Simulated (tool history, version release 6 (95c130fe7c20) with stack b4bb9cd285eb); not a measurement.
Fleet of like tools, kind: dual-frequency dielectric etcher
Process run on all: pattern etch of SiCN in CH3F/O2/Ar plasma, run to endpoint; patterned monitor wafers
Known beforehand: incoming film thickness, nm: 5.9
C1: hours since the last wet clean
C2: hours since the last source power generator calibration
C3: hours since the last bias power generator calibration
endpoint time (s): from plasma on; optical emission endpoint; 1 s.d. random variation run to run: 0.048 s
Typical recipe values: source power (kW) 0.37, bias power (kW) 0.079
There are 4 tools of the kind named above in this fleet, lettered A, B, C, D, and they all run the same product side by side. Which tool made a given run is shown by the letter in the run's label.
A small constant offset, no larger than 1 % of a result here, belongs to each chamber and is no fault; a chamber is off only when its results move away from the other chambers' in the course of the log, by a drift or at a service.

Run 1A, hour 4.3: usual settings; C1 182.1; C2 1820.3; C3 2980.3. Result: endpoint time (s) 15.68.
Run 2C, hour 9.4: usual settings; C1 274.5; C2 2851.4; C3 1666. Result: endpoint time (s) 15.486.
Run 3D, hour 15: usual settings; C1 114.6; C2 3017.4; C3 615.8. Result: endpoint time (s) 15.659.
Run 4B, hour 19.5: usual settings; C1 210.1; C2 1836.5; C3 1150.1. Result: endpoint time (s) 15.459.
Run 5C, hour 25: usual settings but bias power (kW) 0.066; C1 290.1; C2 2867; C3 1681.6. Result: endpoint time (s) 16.574.
Run 6A, hour 30.6: usual settings but bias power (kW) 0.066; C1 208.4; C2 1846.6; C3 3006.6. Result: endpoint time (s) 16.699.
Run 7D, hour 37.8: usual settings but bias power (kW) 0.066; C1 137.4; C2 3040.2; C3 638.6. Result: endpoint time (s) 16.656.
Run 8B, hour 43.7: usual settings but bias power (kW) 0.066; C1 234.3; C2 1860.7; C3 1174.3. Result: endpoint time (s) 16.552.
Run 9B, hour 48.5: usual settings but bias power (kW) 0.069; C1 239.1; C2 1865.5; C3 1179.1. Result: endpoint time (s) 16.343.
Run 10D, hour 53.7: usual settings but bias power (kW) 0.069; C1 153.3; C2 3056.1; C3 654.5. Result: endpoint time (s) 16.368.
Run 11C, hour 60.9: usual settings but bias power (kW) 0.069; C1 326; C2 2902.9; C3 1717.5. Result: endpoint time (s) 16.282.
Run 12A, hour 69: usual settings but bias power (kW) 0.069; C1 246.8; C2 1885; C3 3045. Result: endpoint time (s) 16.495.
Run 13D, hour 73.3: usual settings; C1 172.9; C2 3075.7; C3 674.1. Result: endpoint time (s) 15.63.
Run 14C, hour 81.1: usual settings; C1 346.2; C2 2923.1; C3 1737.7. Result: endpoint time (s) 15.38.
Run 15A, hour 88.8: usual settings; C1 266.6; C2 1904.8; C3 3064.8. Result: endpoint time (s) 15.658.
Run 16B, hour 93.9: usual settings; C1 284.5; C2 1910.9; C3 1224.5. Result: endpoint time (s) 15.527.
Run 17B, hour 100.7: usual settings; C1 291.3; C2 1917.7; C3 1231.3. Result: endpoint time (s) 15.466.
Run 18A, hour 107.8: usual settings; C1 285.6; C2 1923.8; C3 3083.8. Result: endpoint time (s) 15.716.
Run 19D, hour 112.1: usual settings; C1 211.7; C2 3114.5; C3 712.9. Result: endpoint time (s) 15.679.
Run 20C, hour 117.8: usual settings; C1 382.9; C2 2959.8; C3 1774.4. Result: endpoint time (s) 15.259.
Run 21C, hour 123.5: usual settings; C1 388.6; C2 2965.5; C3 1780.1. Result: endpoint time (s) 15.344.
Run 22B, hour 128.7: usual settings; C1 319.3; C2 1945.7; C3 1259.3. Result: endpoint time (s) 15.559.
Run 23A, hour 135.1: usual settings; C1 312.9; C2 1951.1; C3 3111.1. Result: endpoint time (s) 15.752.
Run 24D, hour 143.4: usual settings; C1 243; C2 3145.8; C3 744.2. Result: endpoint time (s) 15.67.
Run 25D, hour 149.1: usual settings; C1 248.7; C2 3151.5; C3 749.9. Result: endpoint time (s) 15.54.
Run 26A, hour 154.1: usual settings; C1 331.9; C2 1970.1; C3 3130.1. Result: endpoint time (s) 15.638.
Run 27B, hour 161.9: usual settings but source power (kW) 0.42, bias power (kW) 0.067; C1 352.5; C2 1978.9; C3 1292.5. Result: endpoint time (s) 15.661.
Run 28C, hour 168.4: usual settings but source power (kW) 0.42, bias power (kW) 0.067; C1 433.5; C2 3010.4; C3 1825. Result: endpoint time (s) 15.17.
Run 29C, hour 176.8: usual settings but source power (kW) 0.42, bias power (kW) 0.067; C1 441.9; C2 3018.8; C3 1833.4. Result: endpoint time (s) 15.218.
Run 30D, hour 183.9: usual settings but source power (kW) 0.42, bias power (kW) 0.067; C1 283.5; C2 3186.3; C3 784.7. Result: endpoint time (s) 15.811.
Run 31B, hour 191.9: usual settings; C1 382.5; C2 2008.9; C3 1322.5. Result: endpoint time (s) 15.524.
Run 32A, hour 200: usual settings; C1 377.8; C2 2016; C3 3176. Result: endpoint time (s) 15.695.
At hour 204.8: chamber A: bias power generator calibrated.
Run 33C, hour 206: usual settings but source power (kW) 0.28, bias power (kW) 0.094; C1 471.1; C2 3048; C3 1862.6. Result: endpoint time (s) 15.555.
At hour 211.2: chamber A: wet clean of the chamber.
Run 34D, hour 214.1: usual settings but source power (kW) 0.28, bias power (kW) 0.094; C1 313.7; C2 3216.5; C3 814.9. Result: endpoint time (s) 16.142.
Run 35A, hour 218.8: usual settings but source power (kW) 0.28, bias power (kW) 0.094; C1 7.7; C2 2034.8; C3 14. Result: endpoint time (s) 16.288.
Run 36B, hour 222.8: usual settings but source power (kW) 0.28, bias power (kW) 0.094; C1 413.4; C2 2039.8; C3 1353.4. Result: endpoint time (s) 16.148.
Run 37D, hour 227.3: usual settings; C1 326.9; C2 3229.7; C3 828.1. Result: endpoint time (s) 15.613.

All 4 chambers run these settings next. Forecast each chamber's results:
Run 38A, hour 233.9: usual settings but source power (kW) 0.33. Result: endpoint time (s) ?.
Run 38B, hour 233.9: usual settings but source power (kW) 0.33. Result: endpoint time (s) ?.
Run 38C, hour 233.9: usual settings but source power (kW) 0.33. Result: endpoint time (s) ?.
Run 38D, hour 233.9: usual settings but source power (kW) 0.33. Result: endpoint time (s) ?.

run  endpoint time (s)
38A              16.36
38B             16.243
38C             15.635
38D             16.255
